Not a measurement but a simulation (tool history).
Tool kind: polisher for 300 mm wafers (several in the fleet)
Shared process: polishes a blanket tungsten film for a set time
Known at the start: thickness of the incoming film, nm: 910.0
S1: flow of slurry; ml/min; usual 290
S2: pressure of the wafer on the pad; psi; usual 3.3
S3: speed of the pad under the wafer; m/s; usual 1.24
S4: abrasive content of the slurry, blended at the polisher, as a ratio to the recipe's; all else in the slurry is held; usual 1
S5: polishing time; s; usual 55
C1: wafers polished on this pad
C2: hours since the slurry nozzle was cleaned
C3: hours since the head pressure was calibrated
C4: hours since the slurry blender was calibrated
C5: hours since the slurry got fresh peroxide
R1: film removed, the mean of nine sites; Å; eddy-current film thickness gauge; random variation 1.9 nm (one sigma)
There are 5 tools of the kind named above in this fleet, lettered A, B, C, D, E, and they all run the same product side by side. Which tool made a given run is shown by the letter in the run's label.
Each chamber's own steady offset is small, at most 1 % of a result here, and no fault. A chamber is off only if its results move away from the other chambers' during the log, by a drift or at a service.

run,day,S1,S2,S3,S4,S5,C1,C2,C3,C4,C5,R1
# day 0.296: chamber C: slurry tank refilled with fresh slurry and peroxide
# day 0.367: chamber E: slurry tank refilled with fresh slurry and peroxide
1B,0.633,290,3.3,1.24,1,55,195,375,357.2,85.9,52.2,2356.2
2C,1.183,290,3.3,1.24,1,55,1338,82,463,122.2,21.4,2315.8
# day 1.233: chamber D: head pressure recalibrated
3A,1.808,290,3.3,1.24,1,55,713,241.5,431.5,436.9,83.2,2350
# day 1.912: chamber A: slurry blender recalibrated
# day 1.996: chamber B: slurry tank refilled with fresh slurry and peroxide
# day 2.004: chamber D: worn pad replaced by a new one
4E,2.104,290,3.3,1.24,1,55,537,179.6,403.8,220.8,41.8,2317.3
# day 2.208: chamber A: worn pad replaced by a new one
# day 2.417: chamber B: head pressure recalibrated
# day 2.425: chamber C: slurry blender recalibrated
# day 2.662: chamber B: slurry blender recalibrated
5D,2.679,290,3.3,1.24,1,55,128,72.4,34.7,153.8,113.6,2339.6
# day 2.883: chamber C: worn pad replaced by a new one
# day 3.008: chamber B: worn pad replaced by a new one
6B,3.254,290,3.3,1.24,1,55,47,437.9,20.1,14.2,30.3,2338.7
7A,3.758,290,3.3,1.24,1,55,295,288.3,478.3,44.3,130,2343.3
# day 3.996: chamber C: slurry tank refilled with fresh slurry and peroxide
# day 4.008: chamber D: slurry tank refilled with fresh slurry and peroxide
8C,4.429,290,3.3,1.24,1,55,294,159.9,540.9,48.2,10.4,2348.8
9D,4.854,290,3.3,1.24,1,55,542,124.6,86.9,206,20.4,2312.7
10E,5.2,290,3.3,1.24,1,55,1127,253.9,478.1,295.1,116.1,2288.5
# day 5.304: chamber B: slurry tank refilled with fresh slurry and peroxide
# day 5.717: chamber D: worn pad replaced by a new one
11D,5.821,290,3.3,1.24,1,55,19,147.8,110.1,229.2,43.6,2338
# day 6.108: chamber A: slurry tank refilled with fresh slurry and peroxide
12A,6.167,290,3.3,1.24,1,55,754,346.1,536.1,102.1,1.5,2382.5
# day 6.304: chamber B: worn pad replaced by a new one
# day 6.346: chamber A: worn pad replaced by a new one
13E,6.538,290,3.3,1.24,1,55,1381,286,510.2,327.2,148.2,2269.6
# day 6.892: chamber E: slurry tank refilled with fresh slurry and peroxide
# day 6.921: chamber C: slurry tank refilled with fresh slurry and peroxide
14B,7.092,290,3.3,1.24,1,55,149,530,112.2,106.3,43,2368.1
15C,7.542,290,3.3,1.24,1,55,887,234.6,615.6,122.9,14.9,2358.8
16C,7.9,290,3.3,1.24,1,70,955,243.2,624.2,131.5,23.5,2982.2
# day 7.996: chamber D: slurry blender recalibrated
# day 8.121: chamber B: slurry blender recalibrated
# day 8.121: chamber B: slurry tank refilled with fresh slurry and peroxide
17E,8.562,290,3.3,1.24,1,70,1767,334.6,558.8,375.8,40.2,2876.5
18D,9.104,290,3.3,1.24,1,70,645,226.6,188.9,26.7,122.4,3009.9
# day 9.392: chamber D: worn pad replaced by a new one
19A,9.529,290,3.3,1.24,1,70,606,426.8,616.8,182.8,82.2,2984
# day 9.708: chamber A: head pressure recalibrated
# day 9.842: chamber B: worn pad replaced by a new one
# day 10.012: chamber D: slurry tank refilled with fresh slurry and peroxide
# day 10.025: chamber C: slurry nozzle cleaned
# day 10.062: chamber C: slurry blender recalibrated
20B,10.096,290,3.3,1.24,1,70,48,602.1,184.3,47.4,47.5,3006.4
# day 10.225: chamber A: worn pad replaced by a new one
# day 10.292: chamber C: slurry tank refilled with fresh slurry and peroxide
21B,10.442,290,3.3,1.24,1,55,114,610.4,192.6,55.7,55.8,2337.1
22C,10.904,290,3.3,1.24,1,55,1527,21.1,696.3,20.3,14.7,2354.7
# day 11.05: chamber C: worn pad replaced by a new one
# day 11.096: chamber D: slurry nozzle cleaned
23A,11.475,290,3.3,1.24,1,55,238,473.5,42.4,229.5,128.9,2346.7
# day 11.571: chamber A: slurry nozzle cleaned
# day 11.592: chamber B: slurry tank refilled with fresh slurry and peroxide
24E,11.996,290,3.3,1.24,1,55,2421,417,641.2,458.2,122.6,2214.3
# day 12.379: chamber D: worn pad replaced by a new one
25D,12.45,290,3.3,1.24,1,55,14,32.5,269.2,107,58.6,2329.9
26C,13.004,225,3.3,1.24,1,55,372,71.5,746.7,70.7,65.1,2274.1
# day 13.092: chamber B: slurry blender recalibrated
# day 13.1: chamber E: slurry blender recalibrated
# day 13.504: chamber B: worn pad replaced by a new one
27D,13.675,225,3.3,1.24,1,55,247,61.9,298.6,136.4,88,2253.4
# day 13.746: chamber C: slurry tank refilled with fresh slurry and peroxide
28A,13.975,225,3.3,1.24,1,55,714,57.7,102.4,289.5,188.9,2293.1
# day 14.025: chamber E: slurry tank refilled with fresh slurry and peroxide
# day 14.167: chamber A: worn pad replaced by a new one
29B,14.333,225,3.3,1.24,1,55,158,703.8,286,29.9,65.8,2299.9
# day 14.383: chamber A: slurry tank refilled with fresh slurry and peroxide
30E,14.767,225,3.3,1.24,1,55,2948,483.5,707.7,40.1,17.8,2143.6
31A,15.35,290,3.3,1.24,1,55,225,90.7,135.4,322.5,23.3,2340.8
# day 15.604: chamber D: slurry tank refilled with fresh slurry and peroxide
# day 15.892: chamber D: worn pad replaced by a new one
32D,16.017,290,3.3,1.24,1,55,24,118.1,354.8,192.6,9.9,2342.6
# day 16.417: chamber C: slurry blender recalibrated
33C,16.512,290,3.3,1.24,1,55,1040,155.7,830.9,2.3,66.4,2334.5

Is one chamber off against the others, does the gauge drift, or is nothing wrong? If a chamber is off, say which, and what the likeliest cause is.

One chamber, E, drifts off from the rest bit by bit.
What lies behind it: removal rate lost through wear of the pad, % = 7.96.
It could be hard to tell apart here from: head's pressure below its setpoint, %.

Which of the 4 candidates below, each the usual settings with something changed and its results left as question marks, puts chamber E back in line with what the other chambers give on the usual settings?
In line means no further than this from the other chambers' mean on the usual settings: R1 65 Å
34E-1,16.996,290,3.3,1.26,1,56,,,,,,?
34E-2,16.996,290,3.3,1.24,1,60,,,,,,?
34E-3,16.996,290,3.3,1.24,0.7,55,,,,,,?
34E-4,16.996,290,3.3,1.2,1,55,,,,,,?

On the usual settings, the other chambers give on average: R1 2340.4 Å
run,R1
34E-1,2209.3
34E-2,2329.2
34E-3,1961.7
34E-4,2065.5
34E-2 puts the chamber back in line with the other chambers.
